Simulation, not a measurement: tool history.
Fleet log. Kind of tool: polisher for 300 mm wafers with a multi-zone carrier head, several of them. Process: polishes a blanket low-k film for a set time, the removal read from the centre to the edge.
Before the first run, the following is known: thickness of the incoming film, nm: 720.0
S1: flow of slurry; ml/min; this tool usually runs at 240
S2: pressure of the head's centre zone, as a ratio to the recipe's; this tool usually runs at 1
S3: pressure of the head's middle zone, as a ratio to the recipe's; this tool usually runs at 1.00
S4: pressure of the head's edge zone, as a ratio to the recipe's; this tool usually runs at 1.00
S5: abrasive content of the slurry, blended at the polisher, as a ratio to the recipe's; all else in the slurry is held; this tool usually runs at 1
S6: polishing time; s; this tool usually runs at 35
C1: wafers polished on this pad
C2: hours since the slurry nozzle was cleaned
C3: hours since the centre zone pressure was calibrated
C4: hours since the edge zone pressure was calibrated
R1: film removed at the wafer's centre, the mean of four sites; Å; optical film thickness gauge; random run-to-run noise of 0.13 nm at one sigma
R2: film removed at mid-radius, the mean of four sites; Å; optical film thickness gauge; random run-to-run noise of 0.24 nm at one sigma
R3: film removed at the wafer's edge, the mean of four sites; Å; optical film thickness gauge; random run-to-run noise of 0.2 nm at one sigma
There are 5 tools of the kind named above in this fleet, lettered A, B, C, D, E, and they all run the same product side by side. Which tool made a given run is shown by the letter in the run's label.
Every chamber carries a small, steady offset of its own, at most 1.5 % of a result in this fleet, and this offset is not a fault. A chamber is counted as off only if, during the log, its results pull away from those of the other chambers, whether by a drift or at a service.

run   hour   S1  S2    S3    S4  S5  S6    C1     C2     C3      C4      R1      R2      R3
 1E    6.6  240   1  1.00  1.00   1  35  1245  336.2  882.7   386.6  220.43  221.51  220.69
       7.5  -- chamber E: centre zone pressure recalibrated
       7.6  -- chamber E: worn pad replaced by a new one
      11.5  -- chamber B: worn pad replaced by a new one
      11.9  -- chamber C: centre zone pressure recalibrated
 2B   14.4  240   1  1.00  1.00   1  35    30  102.6  513.1   480.2  216.97  223.54  220.65
 3D   23.5  240   1  1.00  1.00   1  35   638  331.2  397.6   354.9  217.70  218.08  223.77
 4A   28.0  240   1  1.00  1.00   1  35   726  131.5  495.3   381.4  220.29  223.53  222.08
 5C   35.9  240   1  1.00  1.00   1  35   618  233.5   24.1  1157.8  222.50  216.87  218.24
      36.2  -- chamber A: worn pad replaced by a new one
 6E   41.4  240   1  1.00  1.00   1  35   351  371.0   33.9   421.4  219.84  217.38  221.14
 7A   48.6  240   1  1.08  1.00   1  35   128  152.1  515.9   402.0  222.86  241.08  220.45
 8C   54.2  240   1  1.08  1.00   1  35   808  251.8   42.4  1176.1  223.01  236.29  216.79
 9B   62.1  240   1  1.08  1.00   1  35   526  150.3  560.8   527.9  222.09  243.31  218.44
      65.5  -- chamber D: slurry nozzle cleaned
10D   70.7  240   1  1.08  1.00   1  35  1129    5.2  444.8   402.1  220.10  233.86  217.79
11C   78.4  240   1  1.08  1.00   1  35  1059  276.0   66.6  1200.3  219.78  233.84  221.51
      81.5  -- chamber D: worn pad replaced by a new one
12A   85.5  240   1  0.89  1.00   1  35   512  189.0  552.8   438.9  218.74  201.68  221.45
13B   89.9  240   1  0.89  1.00   1  35   814  178.1  588.6   555.7  219.11  197.61  218.24
14D   98.7  240   1  0.89  1.00   1  35   179   33.2  472.8   430.1  219.56  196.05  219.86
     101.0  -- chamber B: worn pad replaced by a new one
     102.0  -- chamber E: worn pad replaced by a new one
15E  106.8  240   1  0.89  1.00   1  35    50  436.4   99.3   486.8  221.43  200.53  222.50
     110.0  -- chamber A: worn pad replaced by a new one
     113.8  -- chamber C: worn pad replaced by a new one
16D  114.2  240   1  0.89  1.00   1  35   340   48.7  488.3   445.6  220.88  202.43  219.82
17E  119.7  240   1  1.00  1.00   1  35   184  449.3  112.2   499.7  219.58  218.38  219.68
18C  125.7  240   1  1.00  1.00   1  35   124  323.3  113.9  1247.6  222.70  218.16  220.73
19B  134.3  240   1  1.00  1.00   1  44   346  222.5  633.0   600.1  278.81  280.56  274.11
     137.9  -- chamber C: edge zone pressure recalibrated
20A  143.4  240   1  1.00  1.00   1  44   346  246.9  610.7   496.8  275.37  276.90  277.70
21B  149.8  240   1  1.00  1.00   1  44   507  238.0  648.5   615.6  276.73  276.62  279.80
22C  155.5  240   1  1.00  1.00   1  44   433  353.1  143.7    17.7  277.35  274.68  283.83
23A  163.0  240   1  1.00  1.00   1  44   550  266.5  630.3   516.4  276.16  276.92  281.21
24E  171.8  240   1  1.00  1.00   1  35   725  501.4  164.3   551.8  220.73  218.22  217.32
     173.8  -- chamber C: slurry nozzle cleaned
25D  177.0  200   1  1.00  1.05   1  35   992  111.5  551.1   508.4  215.69  213.90  220.70
26B  181.8  200   1  1.00  1.05   1  35   840  270.0  680.5   647.6  211.43  220.13  223.43
     184.2  -- chamber A: worn pad replaced by a new one
27A  187.4  200   1  1.00  1.05   1  35    33  290.9  654.7   540.8  213.03  216.21  223.21
28E  193.2  200   1  1.00  1.05   1  35   948  522.8  185.7   573.2  212.26  214.05  225.27
29D  197.5  200   1  1.00  1.05   1  35  1205  132.0  571.6   528.9  214.36  215.67  223.28
30C  205.5  240   1  1.00  1.00   1  35   953   31.7  193.7    67.7  220.52  217.30  216.92
31E  209.7  240   1  1.00  1.00   1  35  1119  539.3  202.2   589.7  219.87  222.27  218.59
32C  216.9  240   1  1.00  1.00   1  35  1071   43.1  205.1    79.1  222.92  216.60  217.01

Predict what each chamber gives when all 5 of them run the settings below next.
33A  223.7  240   1  1.00  1.00   1  35                   ?   ?   ?
33B  223.7  240   1  1.00  1.00   1  35                   ?   ?   ?
33C  223.7  240   1  1.00  1.00   1  35                   ?   ?   ?
33D  223.7  240   1  1.00  1.00   1  35                   ?   ?   ?
33E  223.7  240   1  1.00  1.00   1  35                   ?   ?   ?

run      R1      R2      R3
33A  221.73  219.55  222.72
33B  219.02  222.42  219.77
33C  220.46  216.66  221.50
33D  219.25  221.94  219.65
33E  218.68  221.24  219.18
